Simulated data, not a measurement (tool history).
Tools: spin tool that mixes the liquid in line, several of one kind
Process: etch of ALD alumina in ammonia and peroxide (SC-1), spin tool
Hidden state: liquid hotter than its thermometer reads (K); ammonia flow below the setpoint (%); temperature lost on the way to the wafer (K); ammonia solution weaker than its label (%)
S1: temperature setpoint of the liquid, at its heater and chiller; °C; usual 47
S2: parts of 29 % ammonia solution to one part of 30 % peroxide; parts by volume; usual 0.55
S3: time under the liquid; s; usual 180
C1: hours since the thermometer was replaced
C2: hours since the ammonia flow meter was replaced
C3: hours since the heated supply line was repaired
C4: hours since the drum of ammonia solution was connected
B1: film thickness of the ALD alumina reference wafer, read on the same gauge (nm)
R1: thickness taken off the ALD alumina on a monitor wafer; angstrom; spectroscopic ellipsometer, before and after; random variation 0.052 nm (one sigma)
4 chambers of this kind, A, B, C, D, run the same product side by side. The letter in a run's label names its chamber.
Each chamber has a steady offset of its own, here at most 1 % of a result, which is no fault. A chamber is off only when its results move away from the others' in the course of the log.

run 1D day=0.146 | S1=47 S2=0.55 S3=180 | C1=437.1 C2=634 C3=1326 C4=543.5 | B1=150.01 | R1=54.21
run 2A day=0.354 | S1=47 S2=0.55 S3=180 | C1=2517 C2=178.6 C3=1069.8 C4=62.6 | B1=150.01 | R1=52.493
run 3B day=0.479 | S1=47 S2=0.55 S3=180 | C1=1085.2 C2=1342 C3=317.9 C4=598.6 | B1=149.98 | R1=53.23
run 4C day=0.754 | S1=47 S2=0.55 S3=180 | C1=384.5 C2=104.8 C3=2127.6 C4=753 | B1=150.02 | R1=53.882
-- day=0.788 chamber D: ammonia flow meter replaced
run 5C day=0.917 | S1=47 S2=0.55 S3=180 | C1=388.4 C2=108.7 C3=2131.5 C4=756.9 | B1=149.99 | R1=52.438
run 6D day=1.058 | S1=47 S2=0.55 S3=180 | C1=459 C2=6.6 C3=1347.9 C4=565.4 | B1=150.02 | R1=53.428
run 7A day=1.2 | S1=47 S2=0.55 S3=180 | C1=2537.3 C2=198.9 C3=1090.1 C4=82.9 | B1=149.99 | R1=52.401
run 8B day=1.404 | S1=47 S2=0.55 S3=180 | C1=1107.4 C2=1364.2 C3=340.1 C4=620.8 | B1=150 | R1=53.342
run 9B day=1.529 | S1=47 S2=0.55 S3=180 | C1=1110.4 C2=1367.2 C3=343.1 C4=623.8 | B1=150.01 | R1=52.981
run 10D day=1.8 | S1=47 S2=0.55 S3=110 | C1=476.8 C2=24.4 C3=1365.7 C4=583.2 | B1=150 | R1=33.155
-- day=1.992 chamber A: thermometer replaced
-- day=2.071 chamber B: new drum of ammonia solution connected
run 11C day=2.079 | S1=47 S2=0.55 S3=110 | C1=416.3 C2=136.6 C3=2159.4 C4=784.8 | B1=150.01 | R1=32.317
run 12A day=2.233 | S1=47 S2=0.55 S3=110 | C1=5.9 C2=223.7 C3=1114.9 C4=107.7 | B1=150.02 | R1=30.927
run 13D day=2.45 | S1=47 S2=0.55 S3=110 | C1=492.4 C2=40 C3=1381.3 C4=598.8 | B1=149.99 | R1=32.933
run 14C day=2.712 | S1=47 S2=0.55 S3=180 | C1=431.5 C2=151.8 C3=2174.6 C4=800 | B1=150.02 | R1=53.097
-- day=2.925 chamber D: new drum of ammonia solution connected
run 15A day=2.975 | S1=47 S2=0.55 S3=180 | C1=23.7 C2=241.5 C3=1132.7 C4=125.5 | B1=150 | R1=49.682
run 16B day=3.229 | S1=47 S2=0.55 S3=180 | C1=1151.2 C2=1408 C3=383.9 C4=27.8 | B1=150.01 | R1=53.32
run 17C day=3.492 | S1=47 S2=0.3 S3=85 | C1=450.2 C2=170.5 C3=2193.3 C4=818.7 | B1=150 | R1=24.036
run 18D day=3.65 | S1=47 S2=0.3 S3=85 | C1=521.2 C2=68.8 C3=1410.1 C4=17.4 | B1=150.01 | R1=24.273
run 19B day=3.917 | S1=47 S2=0.3 S3=85 | C1=1167.7 C2=1424.5 C3=400.4 C4=44.3 | B1=149.99 | R1=23.425
run 20A day=4.042 | S1=47 S2=0.3 S3=85 | C1=49.3 C2=267.1 C3=1158.3 C4=151.1 | B1=149.98 | R1=22.105
run 21A day=4.229 | S1=47 S2=0.55 S3=180 | C1=53.8 C2=271.6 C3=1162.8 C4=155.6 | B1=150 | R1=48.468
run 22C day=4.471 | S1=40.5 S2=0.55 S3=180 | C1=473.7 C2=194 C3=2216.8 C4=842.2 | B1=149.99 | R1=37.267
run 23D day=4.608 | S1=40.5 S2=0.55 S3=180 | C1=544.2 C2=91.8 C3=1433.1 C4=40.4 | B1=150 | R1=36.85
run 24B day=4.862 | S1=40.5 S2=0.55 S3=180 | C1=1190.4 C2=1447.2 C3=423.1 C4=67 | B1=150.02 | R1=36.19

All 4 chambers run these settings next. Forecast each chamber's results:
run 25A day=5.062 | S1=47 S2=0.55 S3=180 | R1=?
run 25B day=5.062 | S1=47 S2=0.55 S3=180 | R1=?
run 25C day=5.062 | S1=47 S2=0.55 S3=180 | R1=?
run 25D day=5.062 | S1=47 S2=0.55 S3=180 | R1=?

run=25A R1=47.67
run=25B R1=53.174
run=25C R1=52.655
run=25D R1=54.262

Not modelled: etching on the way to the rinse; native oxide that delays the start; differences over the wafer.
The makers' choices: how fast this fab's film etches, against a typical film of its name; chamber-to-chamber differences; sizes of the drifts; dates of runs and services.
